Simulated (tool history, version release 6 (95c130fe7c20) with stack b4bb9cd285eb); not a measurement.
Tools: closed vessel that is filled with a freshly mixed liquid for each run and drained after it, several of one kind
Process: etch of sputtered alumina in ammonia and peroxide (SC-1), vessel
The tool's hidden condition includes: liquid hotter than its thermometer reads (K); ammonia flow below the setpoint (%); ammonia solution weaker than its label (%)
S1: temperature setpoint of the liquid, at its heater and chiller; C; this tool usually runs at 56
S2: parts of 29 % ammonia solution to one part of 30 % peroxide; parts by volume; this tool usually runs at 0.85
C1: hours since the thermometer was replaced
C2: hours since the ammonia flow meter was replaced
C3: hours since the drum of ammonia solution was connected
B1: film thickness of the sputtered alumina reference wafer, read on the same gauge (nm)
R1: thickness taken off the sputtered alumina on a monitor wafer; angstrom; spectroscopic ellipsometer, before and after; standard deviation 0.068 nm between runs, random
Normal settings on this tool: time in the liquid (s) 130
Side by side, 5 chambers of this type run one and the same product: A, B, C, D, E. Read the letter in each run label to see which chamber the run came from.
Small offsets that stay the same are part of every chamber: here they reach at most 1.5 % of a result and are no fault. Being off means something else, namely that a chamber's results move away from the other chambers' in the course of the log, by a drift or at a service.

run 1A hour=7.6 | S1=56 S2=0.85 time_in_the_liquid_(s)=130 | C1=505.7 C2=391.2 C3=326.9 | B1=139.95 | R1=88.225
run 2C hour=18.8 | S1=56 S2=0.85 time_in_the_liquid_(s)=130 | C1=197.3 C2=459.3 C3=203.7 | B1=140.03 | R1=89.184
run 3E hour=29.4 | S1=56 S2=0.85 time_in_the_liquid_(s)=130 | C1=1628.3 C2=1096.7 C3=530.9 | B1=140.03 | R1=87.401
-- hour=39.7 chamber E: new drum of ammonia solution connected
run 4B hour=43.7 | S1=56 S2=0.85 time_in_the_liquid_(s)=130 | C1=703 C2=1702.5 C3=529.5 | B1=139.99 | R1=87.46
run 5D hour=55.4 | S1=56 S2=0.85 time_in_the_liquid_(s)=130 | C1=383.4 C2=650.3 C3=145.1 | B1=140.03 | R1=87.215
run 6D hour=62.5 | S1=56 S2=0.85 time_in_the_liquid_(s)=130 | C1=390.5 C2=657.4 C3=152.2 | B1=140 | R1=87.228
-- hour=66.2 chamber C: new drum of ammonia solution connected
run 7A hour=78 | S1=56 S2=0.85 time_in_the_liquid_(s)=130 | C1=576.1 C2=461.6 C3=397.3 | B1=140 | R1=87.218
run 8E hour=87.9 | S1=56 S2=1 time_in_the_liquid_(s)=130 | C1=1686.8 C2=1155.2 C3=48.2 | B1=140.01 | R1=89.65
run 9C hour=94.6 | S1=56 S2=1 time_in_the_liquid_(s)=130 | C1=273.1 C2=535.1 C3=28.5 | B1=139.97 | R1=90.843
run 10B hour=104.4 | S1=56 S2=1 time_in_the_liquid_(s)=130 | C1=763.7 C2=1763.2 C3=590.2 | B1=139.99 | R1=88.407
-- hour=113.5 chamber A: ammonia flow meter replaced
run 11E hour=118 | S1=56 S2=1 time_in_the_liquid_(s)=130 | C1=1716.9 C2=1185.3 C3=78.3 | B1=139.98 | R1=88.091
run 12B hour=129.6 | S1=56 S2=1 time_in_the_liquid_(s)=130 | C1=788.9 C2=1788.4 C3=615.4 | B1=139.99 | R1=89.553
run 13A hour=140.5 | S1=56 S2=0.85 time_in_the_liquid_(s)=130 | C1=638.6 C2=27.1 C3=459.8 | B1=139.99 | R1=87.907
run 14C hour=153.6 | S1=56 S2=0.65 time_in_the_liquid_(s)=160 | C1=332.1 C2=594.1 C3=87.5 | B1=140.01 | R1=105.65
run 15D hour=163.5 | S1=56 S2=0.65 time_in_the_liquid_(s)=160 | C1=491.5 C2=758.4 C3=253.2 | B1=140 | R1=104.01
run 16B hour=175.2 | S1=56 S2=0.65 time_in_the_liquid_(s)=160 | C1=834.5 C2=1834 C3=661 | B1=140.02 | R1=105.21
run 17C hour=185.5 | S1=56 S2=0.65 time_in_the_liquid_(s)=160 | C1=364 C2=626 C3=119.4 | B1=140.01 | R1=105.82
run 18D hour=194.3 | S1=56 S2=0.65 time_in_the_liquid_(s)=160 | C1=522.3 C2=789.2 C3=284 | B1=140.01 | R1=104.6
run 19A hour=203.5 | S1=56 S2=0.85 time_in_the_liquid_(s)=130 | C1=701.6 C2=90.1 C3=522.8 | B1=139.96 | R1=91.121
run 20E hour=213.5 | S1=56 S2=1.15 time_in_the_liquid_(s)=130 | C1=1812.4 C2=1280.8 C3=173.8 | B1=140 | R1=90.12
-- hour=218.1 chamber D: new drum of ammonia solution connected
run 21C hour=224.6 | S1=56 S2=1.15 time_in_the_liquid_(s)=130 | C1=403.1 C2=665.1 C3=158.5 | B1=140 | R1=90.248
-- hour=237.6 chamber E: ammonia flow meter replaced
run 22A hour=237.9 | S1=56 S2=1.15 time_in_the_liquid_(s)=130 | C1=736 C2=124.5 C3=557.2 | B1=140.04 | R1=93.831
run 23E hour=253.3 | S1=56 S2=1.15 time_in_the_liquid_(s)=130 | C1=1852.2 C2=15.8 C3=213.6 | B1=140.01 | R1=89.263
run 24D hour=260.3 | S1=56 S2=1.15 time_in_the_liquid_(s)=130 | C1=588.3 C2=855.2 C3=42.2 | B1=139.98 | R1=90.532
run 25B hour=272.6 | S1=50 S2=1.1 time_in_the_liquid_(s)=130 | C1=931.9 C2=1931.4 C3=758.4 | B1=139.99 | R1=65.903
run 26B hour=282.6 | S1=50 S2=1.1 time_in_the_liquid_(s)=130 | C1=941.9 C2=1941.4 C3=768.4 | B1=140.01 | R1=65.53
run 27C hour=294.9 | S1=50 S2=1.1 time_in_the_liquid_(s)=130 | C1=473.4 C2=735.4 C3=228.8 | B1=140 | R1=66.129
run 28E hour=304.5 | S1=50 S2=1.1 time_in_the_liquid_(s)=130 | C1=1903.4 C2=67 C3=264.8 | B1=139.99 | R1=64.698
run 29A hour=314.9 | S1=50 S2=1.1 time_in_the_liquid_(s)=130 | C1=813 C2=201.5 C3=634.2 | B1=140.04 | R1=70.211
run 30D hour=327.1 | S1=56 S2=0.85 time_in_the_liquid_(s)=130 | C1=655.1 C2=922 C3=109 | B1=139.99 | R1=87.095
run 31D hour=338.9 | S1=56 S2=0.85 time_in_the_liquid_(s)=130 | C1=666.9 C2=933.8 C3=120.8 | B1=140.04 | R1=88.912

Predict what each chamber gives when all 5 of them run the settings below next.
run 32A hour=350 | S1=56 S2=0.85 time_in_the_liquid_(s)=130 | R1=?
run 32B hour=350 | S1=56 S2=0.85 time_in_the_liquid_(s)=130 | R1=?
run 32C hour=350 | S1=56 S2=0.85 time_in_the_liquid_(s)=130 | R1=?
run 32D hour=350 | S1=56 S2=0.85 time_in_the_liquid_(s)=130 | R1=?
run 32E hour=350 | S1=56 S2=0.85 time_in_the_liquid_(s)=130 | R1=?

run=32A R1=95.243
run=32B R1=87.977
run=32C R1=88.774
run=32D R1=86.737
run=32E R1=86.406
